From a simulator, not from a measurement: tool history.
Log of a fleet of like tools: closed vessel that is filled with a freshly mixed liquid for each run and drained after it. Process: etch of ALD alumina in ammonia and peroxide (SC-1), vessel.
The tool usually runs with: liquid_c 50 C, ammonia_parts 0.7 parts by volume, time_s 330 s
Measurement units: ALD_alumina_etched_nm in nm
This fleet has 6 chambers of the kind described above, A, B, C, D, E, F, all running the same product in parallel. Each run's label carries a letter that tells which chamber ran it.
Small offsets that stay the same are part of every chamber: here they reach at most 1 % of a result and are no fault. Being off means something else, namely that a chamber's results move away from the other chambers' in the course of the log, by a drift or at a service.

run,hour,liquid_c,ammonia_parts,time_s,hours since the thermometer was replaced,hours since the ammonia flow meter was replaced,hours since the drum of ammonia solution was connected,"read-back film thickness of the ALD alumina reference wafer, read on the same gauge (nm)",ALD_alumina_etched_nm
1A,7.6,50,0.7,330,408.5,192.2,698.2,129.97,13.247
2E,14.1,50,0.7,330,2605.1,635,36.1,129.97,13.11
3C,19.3,50,0.7,330,150.1,225.7,125.2,130.01,13.065
4F,23.9,50,0.7,330,953.3,871.7,249.6,130.02,13.317
# hour 27.3: chamber E: thermometer replaced
5D,32.9,50,0.7,330,959.7,194.8,472.2,130.01,13.089
6B,42.6,50,0.7,330,1707.3,533.1,61.1,129.96,12.977
7D,49.1,50,0.7,330,975.9,211,488.4,130.05,13.094
8E,55.9,50,0.7,330,28.6,676.8,77.9,130.05,13.223
9B,60.6,50,0.7,330,1725.3,551.1,79.1,130.01,13.167
10A,69.6,50,0.7,330,470.5,254.2,760.2,130.05,13.209
11F,79,50,0.7,330,1008.4,926.8,304.7,130.05,13.209
# hour 84: chamber D: new drum of ammonia solution connected
12C,85.9,50,0.7,330,216.7,292.3,191.8,130,13.179
13E,95.6,50,1,330,68.3,716.5,117.6,129.96,13.574
14F,102.6,50,1,330,1032,950.4,328.3,129.97,13.596
15D,112.1,50,1,330,1038.9,274,28.1,130.04,13.564
16A,120.7,50,1,330,521.6,305.3,811.3,130.01,13.685
# hour 124.5: chamber A: new drum of ammonia solution connected
17C,125.6,50,1,330,256.4,332,231.5,130.02,13.656
18B,133.9,50,1,330,1798.6,624.4,152.4,130,13.678
19F,138.6,50,0.7,330,1068,986.4,364.3,129.96,13.153
20B,143.8,54,0.95,330,1808.5,634.3,162.3,129.99,16.836
# hour 149.6: chamber F: new drum of ammonia solution connected
21C,153.7,54,0.95,330,284.5,360.1,259.6,129.99,16.771
22A,162.4,54,0.95,330,563.3,347,38,130,16.967
23E,172.7,54,0.95,330,145.4,793.6,194.7,130.03,17.011
24D,180.4,54,0.95,330,1107.2,342.3,96.4,130,16.943
25A,188.8,54,0.95,330,589.7,373.4,64.4,130.01,16.877
26F,198.6,50,0.7,330,1128,1046.4,49,130,12.843
27C,206.8,50,0.7,330,337.6,413.2,312.7,130.01,13.249
28D,216.9,50,0.7,330,1143.7,378.8,132.9,130,13.172
29E,222.2,50,0.7,330,194.9,843.1,244.2,130.01,13.167
30B,228,50,0.7,330,1892.7,718.5,246.5,130.04,13.039
31F,235.4,50,0.7,330,1164.8,1083.2,85.8,130,12.721
32C,243.5,50,0.7,330,374.3,449.9,349.4,130.03,13.245
33A,250.1,58,0.7,440,651,434.7,125.7,130.07,27.174
34B,258.7,58,0.7,440,1923.4,749.2,277.2,129.94,27.053
# hour 264.1: chamber E: new drum of ammonia solution connected
35D,264.3,58,0.7,440,1191.1,426.2,180.3,129.98,26.722
36E,270.6,58,0.7,440,243.3,891.5,6.5,130.02,27.253
37C,277.9,58,0.7,440,408.7,484.3,383.8,129.99,26.521
38F,285.2,58,0.7,440,1214.6,1133,135.6,130.04,26.005

Next, all 6 chambers run the settings below, one line each with question marks for the results. What does each chamber give?
39A,292.6,44,0.7,330,,,,,?
39B,292.6,44,0.7,330,,,,,?
39C,292.6,44,0.7,330,,,,,?
39D,292.6,44,0.7,330,,,,,?
39E,292.6,44,0.7,330,,,,,?
39F,292.6,44,0.7,330,,,,,?

run,ALD_alumina_etched_nm
39A,9.3399
39B,9.41
39C,9.4498
39D,9.3789
39E,9.4574
39F,9.0011
